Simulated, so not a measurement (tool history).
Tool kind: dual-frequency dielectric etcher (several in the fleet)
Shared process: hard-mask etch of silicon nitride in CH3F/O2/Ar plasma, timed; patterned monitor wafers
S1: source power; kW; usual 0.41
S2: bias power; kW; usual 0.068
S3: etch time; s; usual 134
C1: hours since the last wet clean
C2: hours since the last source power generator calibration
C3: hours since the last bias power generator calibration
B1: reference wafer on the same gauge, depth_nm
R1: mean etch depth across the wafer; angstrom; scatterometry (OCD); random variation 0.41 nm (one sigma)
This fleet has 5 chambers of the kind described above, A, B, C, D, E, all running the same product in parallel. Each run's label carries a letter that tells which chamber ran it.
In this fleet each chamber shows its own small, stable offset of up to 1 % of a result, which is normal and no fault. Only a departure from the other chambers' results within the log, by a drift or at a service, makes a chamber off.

{"run": "1D", "hour": 7.4, "S1": 0.41, "S2": 0.068, "S3": 134, "C1": 61.6, "C2": 66.2, "C3": 1808.1, "B1": 108.9, "R1": 925.83}
{"run": "2C", "hour": 14.8, "S1": 0.41, "S2": 0.068, "S3": 134, "C1": 155.1, "C2": 41.1, "C3": 537.9, "B1": 109.01, "R1": 931.54}
{"run": "3E", "hour": 21.7, "S1": 0.41, "S2": 0.068, "S3": 134, "C1": 433.7, "C2": 866.2, "C3": 1646.2, "B1": 108.85, "R1": 935.34}
{"run": "4B", "hour": 30.6, "S1": 0.41, "S2": 0.068, "S3": 134, "C1": 264.9, "C2": 1135.7, "C3": 1862.9, "B1": 108.89, "R1": 929.37}
{"run": "5A", "hour": 40.1, "S1": 0.41, "S2": 0.068, "S3": 134, "C1": 282.2, "C2": 537.8, "C3": 1572.7, "B1": 108.86, "R1": 919.78}
{"run": "6B", "hour": 53.2, "S1": 0.41, "S2": 0.068, "S3": 134, "C1": 287.5, "C2": 1158.3, "C3": 1885.5, "B1": 108.93, "R1": 930.33}
{"run": "7A", "hour": 65.6, "S1": 0.41, "S2": 0.068, "S3": 134, "C1": 307.7, "C2": 563.3, "C3": 1598.2, "B1": 108.92, "R1": 923.91}
{"hour": 67.5, "done": "chamber E: wet clean of the chamber"}
{"run": "8D", "hour": 78.7, "S1": 0.41, "S2": 0.058, "S3": 134, "C1": 132.9, "C2": 137.5, "C3": 1879.4, "B1": 108.98, "R1": 877.85}
{"run": "9E", "hour": 86.4, "S1": 0.41, "S2": 0.058, "S3": 134, "C1": 19, "C2": 930.9, "C3": 1710.9, "B1": 108.92, "R1": 883.54}
{"run": "10C", "hour": 101.8, "S1": 0.41, "S2": 0.058, "S3": 134, "C1": 242.1, "C2": 128.1, "C3": 624.9, "B1": 108.86, "R1": 888.97}
{"run": "11A", "hour": 114.1, "S1": 0.41, "S2": 0.058, "S3": 134, "C1": 356.2, "C2": 611.8, "C3": 1646.7, "B1": 108.83, "R1": 875.24}
{"run": "12C", "hour": 129.0, "S1": 0.41, "S2": 0.058, "S3": 134, "C1": 269.3, "C2": 155.3, "C3": 652.1, "B1": 109.02, "R1": 885.29}
{"run": "13B", "hour": 139.0, "S1": 0.41, "S2": 0.068, "S3": 134, "C1": 373.3, "C2": 1244.1, "C3": 1971.3, "B1": 109, "R1": 931.67}
{"run": "14D", "hour": 150.4, "S1": 0.41, "S2": 0.068, "S3": 134, "C1": 204.6, "C2": 209.2, "C3": 1951.1, "B1": 108.86, "R1": 928.59}
{"run": "15E", "hour": 164.0, "S1": 0.41, "S2": 0.068, "S3": 134, "C1": 96.6, "C2": 1008.5, "C3": 1788.5, "B1": 108.82, "R1": 933}
{"run": "16D", "hour": 173.3, "S1": 0.41, "S2": 0.068, "S3": 134, "C1": 227.5, "C2": 232.1, "C3": 1974, "B1": 108.94, "R1": 933.03}
{"run": "17C", "hour": 183.4, "S1": 0.41, "S2": 0.082, "S3": 169, "C1": 323.7, "C2": 209.7, "C3": 706.5, "B1": 108.94, "R1": 1258.4}
{"run": "18A", "hour": 191.8, "S1": 0.41, "S2": 0.082, "S3": 169, "C1": 433.9, "C2": 689.5, "C3": 1724.4, "B1": 108.93, "R1": 1237.5}
{"hour": 199.1, "done": "chamber B: wet clean of the chamber"}
{"run": "19B", "hour": 205.3, "S1": 0.41, "S2": 0.082, "S3": 169, "C1": 6.3, "C2": 1310.4, "C3": 2037.6, "B1": 108.85, "R1": 1265.3}
{"run": "20E", "hour": 219.2, "S1": 0.41, "S2": 0.082, "S3": 169, "C1": 151.8, "C2": 1063.7, "C3": 1843.7, "B1": 108.91, "R1": 1265.3}
{"run": "21A", "hour": 226.9, "S1": 0.41, "S2": 0.082, "S3": 169, "C1": 469, "C2": 724.6, "C3": 1759.5, "B1": 109.1, "R1": 1224.4}
{"run": "22C", "hour": 238.3, "S1": 0.41, "S2": 0.068, "S3": 134, "C1": 378.6, "C2": 264.6, "C3": 761.4, "B1": 108.82, "R1": 937.99}
{"run": "23E", "hour": 248.0, "S1": 0.41, "S2": 0.068, "S3": 134, "C1": 180.6, "C2": 1092.5, "C3": 1872.5, "B1": 109.01, "R1": 934.07}
{"run": "24B", "hour": 259.2, "S1": 0.41, "S2": 0.068, "S3": 134, "C1": 60.2, "C2": 1364.3, "C3": 2091.5, "B1": 108.94, "R1": 933.57}
{"run": "25D", "hour": 267.8, "S1": 0.41, "S2": 0.068, "S3": 134, "C1": 322, "C2": 326.6, "C3": 2068.5, "B1": 108.8, "R1": 923.46}
{"run": "26A", "hour": 281.1, "S1": 0.41, "S2": 0.068, "S3": 134, "C1": 523.2, "C2": 778.8, "C3": 1813.7, "B1": 109, "R1": 904.88}
{"run": "27C", "hour": 295.1, "S1": 0.41, "S2": 0.068, "S3": 134, "C1": 435.4, "C2": 321.4, "C3": 818.2, "B1": 108.98, "R1": 937.59}
{"run": "28B", "hour": 304.1, "S1": 0.41, "S2": 0.068, "S3": 134, "C1": 105.1, "C2": 1409.2, "C3": 2136.4, "B1": 108.96, "R1": 933.78}
{"run": "29E", "hour": 310.9, "S1": 0.41, "S2": 0.083, "S3": 134, "C1": 243.5, "C2": 1155.4, "C3": 1935.4, "B1": 109, "R1": 1001.1}
{"run": "30D", "hour": 320.9, "S1": 0.41, "S2": 0.083, "S3": 134, "C1": 375.1, "C2": 379.7, "C3": 2121.6, "B1": 108.82, "R1": 986.7}
{"hour": 328.0, "done": "chamber D: bias power generator calibrated"}
{"run": "31D", "hour": 335.8, "S1": 0.41, "S2": 0.083, "S3": 134, "C1": 390, "C2": 394.6, "C3": 7.9, "B1": 108.85, "R1": 989.73}
{"run": "32A", "hour": 342.4, "S1": 0.41, "S2": 0.083, "S3": 134, "C1": 584.5, "C2": 840.1, "C3": 1875, "B1": 108.81, "R1": 962.21}
{"run": "33C", "hour": 355.7, "S1": 0.41, "S2": 0.083, "S3": 134, "C1": 496, "C2": 382, "C3": 878.8, "B1": 108.79, "R1": 1002.6}
{"run": "34E", "hour": 367.3, "S1": 0.41, "S2": 0.068, "S3": 134, "C1": 299.9, "C2": 1211.8, "C3": 1991.8, "B1": 108.88, "R1": 937.49}
{"run": "35B", "hour": 375.0, "S1": 0.41, "S2": 0.068, "S3": 134, "C1": 176, "C2": 1480.1, "C3": 2207.3, "B1": 109.03, "R1": 932.89}
{"hour": 378.3, "done": "chamber C: wet clean of the chamber"}
{"run": "36B", "hour": 384.8, "S1": 0.41, "S2": 0.068, "S3": 134, "C1": 185.8, "C2": 1489.9, "C3": 2217.1, "B1": 108.86, "R1": 931.6}
{"run": "37C", "hour": 400.2, "S1": 0.41, "S2": 0.068, "S3": 134, "C1": 22, "C2": 426.5, "C3": 923.3, "B1": 108.82, "R1": 936.46}
{"run": "38D", "hour": 408.1, "S1": 0.41, "S2": 0.068, "S3": 134, "C1": 462.3, "C2": 466.9, "C3": 80.2, "B1": 109.08, "R1": 928.03}
{"run": "39E", "hour": 415.4, "S1": 0.41, "S2": 0.068, "S3": 134, "C1": 348, "C2": 1259.9, "C3": 2039.9, "B1": 108.79, "R1": 935.51}
{"run": "40A", "hour": 422.2, "S1": 0.41, "S2": 0.068, "S3": 134, "C1": 664.3, "C2": 919.9, "C3": 1954.8, "B1": 108.98, "R1": 885.86}
{"run": "41A", "hour": 436.5, "S1": 0.41, "S2": 0.068, "S3": 134, "C1": 678.6, "C2": 934.2, "C3": 1969.1, "B1": 108.94, "R1": 883.77}

Read the log: is a single chamber off, either drifting away or since a service, is the gauge that measures every chamber drifting, or is nothing wrong beyond small per-chamber offsets? Name any odd chamber and what most likely caused it.

Little by little, chamber A moves away from the other chambers.
Most likely cause: etch rate under this chamber's usual, % = 4.65.

Here are 4 candidates for chamber A's next run, each the usual settings with a change, their results left as question marks. Which one brings its results back in line with what the others give on the usual settings?
Maximum distance from the other chambers' mean on the usual settings for a result to count as in line: R1 14 angstrom
{"run": "42A-1", "hour": 447.6, "S1": 0.42, "S2": 0.069, "S3": 145, "R1": "?"}
{"run": "42A-2", "hour": 447.6, "S1": 0.35, "S2": 0.068, "S3": 134, "R1": "?"}
{"run": "42A-3", "hour": 447.6, "S1": 0.41, "S2": 0.068, "S3": 121.5, "R1": "?"}
{"run": "42A-4", "hour": 447.6, "S1": 0.41, "S2": 0.069, "S3": 141, "R1": "?"}

The other chambers' mean on the usual settings: R1 932.97 angstrom
run=42A-1 R1=967.72
run=42A-2 R1=829.65
run=42A-3 R1=799.43
run=42A-4 R1=932.35
42A-4 puts the chamber back in line with the other chambers.
